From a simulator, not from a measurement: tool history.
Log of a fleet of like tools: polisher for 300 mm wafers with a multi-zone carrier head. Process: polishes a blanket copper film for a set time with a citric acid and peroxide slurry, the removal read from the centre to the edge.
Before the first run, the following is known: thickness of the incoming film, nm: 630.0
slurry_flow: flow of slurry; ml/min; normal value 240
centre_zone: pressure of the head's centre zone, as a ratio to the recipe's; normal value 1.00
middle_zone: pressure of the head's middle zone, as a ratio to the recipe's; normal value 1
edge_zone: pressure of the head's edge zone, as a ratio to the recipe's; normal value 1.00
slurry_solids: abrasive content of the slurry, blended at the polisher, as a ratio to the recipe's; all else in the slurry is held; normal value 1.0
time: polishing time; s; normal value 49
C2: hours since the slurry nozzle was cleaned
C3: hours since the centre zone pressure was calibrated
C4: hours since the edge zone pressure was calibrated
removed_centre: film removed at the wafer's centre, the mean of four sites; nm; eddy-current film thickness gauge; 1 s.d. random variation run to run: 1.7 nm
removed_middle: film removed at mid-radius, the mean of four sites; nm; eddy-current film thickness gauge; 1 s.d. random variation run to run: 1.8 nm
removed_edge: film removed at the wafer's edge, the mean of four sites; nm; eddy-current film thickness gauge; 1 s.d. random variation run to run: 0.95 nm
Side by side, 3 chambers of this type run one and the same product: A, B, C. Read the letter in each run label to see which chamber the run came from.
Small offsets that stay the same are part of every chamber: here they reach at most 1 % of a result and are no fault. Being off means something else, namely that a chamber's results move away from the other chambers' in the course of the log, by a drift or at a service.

At hour 4.3: chamber A: edge zone pressure recalibrated.
Run 1B, hour 11.0: usual settings; wafers polished on this pad 278; C2 273.8; C3 431.1; C4 174.5. Result: removed_centre 126.010 nm, removed_middle 124.22 nm, removed_edge 126.11 nm.
Run 2A, hour 19.3: usual settings; wafers polished on this pad 723; C2 184.8; C3 578.8; C4 15.1. Result: removed_centre 124.240 nm, removed_middle 124.27 nm, removed_edge 123.70 nm.
Run 3C, hour 28.8: usual settings; wafers polished on this pad 913; C2 285.8; C3 376.5; C4 908.0. Result: removed_centre 123.610 nm, removed_middle 123.09 nm, removed_edge 128.88 nm.
At hour 33.5: chamber C: centre zone pressure recalibrated.
Run 4C, hour 34.8: usual settings; wafers polished on this pad 977; C2 291.8; C3 1.3; C4 914.0. Result: removed_centre 125.750 nm, removed_middle 128.52 nm, removed_edge 126.95 nm.
Run 5B, hour 42.8: usual settings; wafers polished on this pad 613; C2 305.6; C3 462.9; C4 206.3. Result: removed_centre 125.680 nm, removed_middle 123.68 nm, removed_edge 122.16 nm.
At hour 52.1: chamber C: worn pad replaced by a new one.
Run 6A, hour 53.7: usual settings; wafers polished on this pad 1085; C2 219.2; C3 613.2; C4 49.5. Result: removed_centre 122.920 nm, removed_middle 123.44 nm, removed_edge 124.56 nm.
Run 7A, hour 60.5: usual settings; wafers polished on this pad 1156; C2 226.0; C3 620.0; C4 56.3. Result: removed_centre 122.070 nm, removed_middle 127.38 nm, removed_edge 125.42 nm.
Run 8B, hour 66.6: usual settings; wafers polished on this pad 863; C2 329.4; C3 486.7; C4 230.1. Result: removed_centre 122.580 nm, removed_middle 125.31 nm, removed_edge 125.26 nm.
Run 9C, hour 77.6: usual settings; wafers polished on this pad 269; C2 334.6; C3 44.1; C4 956.8. Result: removed_centre 126.510 nm, removed_middle 123.37 nm, removed_edge 126.69 nm.
Run 10A, hour 89.2: usual settings; wafers polished on this pad 1458; C2 254.7; C3 648.7; C4 85.0. Result: removed_centre 122.960 nm, removed_middle 120.61 nm, removed_edge 122.04 nm.
At hour 92.1: chamber C: slurry nozzle cleaned.
Run 11C, hour 96.4: usual settings; wafers polished on this pad 466; C2 4.3; C3 62.9; C4 975.6. Result: removed_centre 126.570 nm, removed_middle 126.41 nm, removed_edge 127.39 nm.
Run 12B, hour 103.0: usual settings; wafers polished on this pad 1246; C2 365.8; C3 523.1; C4 266.5. Result: removed_centre 122.950 nm, removed_middle 123.06 nm, removed_edge 123.06 nm.
At hour 110.7: chamber B: worn pad replaced by a new one.
Run 13A, hour 113.7: usual settings but edge_zone 0.96; wafers polished on this pad 1716; C2 279.2; C3 673.2; C4 109.5. Result: removed_centre 116.780 nm, removed_middle 120.66 nm, removed_edge 118.31 nm.
Run 14C, hour 120.2: usual settings but edge_zone 0.96; wafers polished on this pad 717; C2 28.1; C3 86.7; C4 999.4. Result: removed_centre 124.090 nm, removed_middle 126.98 nm, removed_edge 123.79 nm.
Run 15B, hour 126.4: usual settings but edge_zone 0.96; wafers polished on this pad 165; C2 389.2; C3 546.5; C4 289.9. Result: removed_centre 123.920 nm, removed_middle 124.31 nm, removed_edge 122.42 nm.
Run 16B, hour 132.5: usual settings; wafers polished on this pad 229; C2 395.3; C3 552.6; C4 296.0. Result: removed_centre 124.480 nm, removed_middle 122.98 nm, removed_edge 124.32 nm.
Run 17A, hour 144.0: usual settings; wafers polished on this pad 2034; C2 309.5; C3 703.5; C4 139.8. Result: removed_centre 118.370 nm, removed_middle 119.61 nm, removed_edge 120.47 nm.
Run 18C, hour 150.6: usual settings; wafers polished on this pad 1037; C2 58.5; C3 117.1; C4 1029.8. Result: removed_centre 125.500 nm, removed_middle 127.60 nm, removed_edge 125.27 nm.
Run 19B, hour 157.6: usual settings but time 42 s; wafers polished on this pad 493; C2 420.4; C3 577.7; C4 321.1. Result: removed_centre 105.490 nm, removed_middle 106.48 nm, removed_edge 107.09 nm.
Run 20A, hour 163.8: usual settings but time 42 s; wafers polished on this pad 2243; C2 329.3; C3 723.3; C4 159.6. Result: removed_centre 99.154 nm, removed_middle 103.16 nm, removed_edge 101.19 nm.
Run 21C, hour 172.1: usual settings but time 42 s; wafers polished on this pad 1263; C2 80.0; C3 138.6; C4 1051.3. Result: removed_centre 107.840 nm, removed_middle 107.45 nm, removed_edge 108.02 nm.
At hour 173.0: chamber C: worn pad replaced by a new one.
Run 22A, hour 178.4: usual settings but slurry_solids 1.3; wafers polished on this pad 2396; C2 343.9; C3 737.9; C4 174.2. Result: removed_centre 120.930 nm, removed_middle 123.33 nm, removed_edge 123.14 nm.
At hour 182.1: chamber A: centre zone pressure recalibrated.
Run 23B, hour 188.7: usual settings but slurry_solids 1.3; wafers polished on this pad 820; C2 451.5; C3 608.8; C4 352.2. Result: removed_centre 129.200 nm, removed_middle 129.95 nm, removed_edge 129.47 nm.
Run 24C, hour 198.5: usual settings but slurry_solids 1.3; wafers polished on this pad 268; C2 106.4; C3 165.0; C4 1077.7. Result: removed_centre 136.050 nm, removed_middle 135.64 nm, removed_edge 132.00 nm.
Run 25A, hour 205.1: usual settings; wafers polished on this pad 2677; C2 370.6; C3 23.0; C4 200.9. Result: removed_centre 114.600 nm, removed_middle 117.10 nm, removed_edge 113.86 nm.

All 3 chambers run these settings next. Forecast each chamber's results:
Run 26A, hour 213.8: usual settings but centre_zone 1.06. Result: removed_centre ?, removed_middle ?, removed_edge ?.
Run 26B, hour 213.8: usual settings but centre_zone 1.06. Result: removed_centre ?, removed_middle ?, removed_edge ?.
Run 26C, hour 213.8: usual settings but centre_zone 1.06. Result: removed_centre ?, removed_middle ?, removed_edge ?.

run  removed_centre  removed_middle  removed_edge
26A         121.310          114.00        114.29
26B         131.070          122.04        123.91
26C         132.570          123.76        126.36
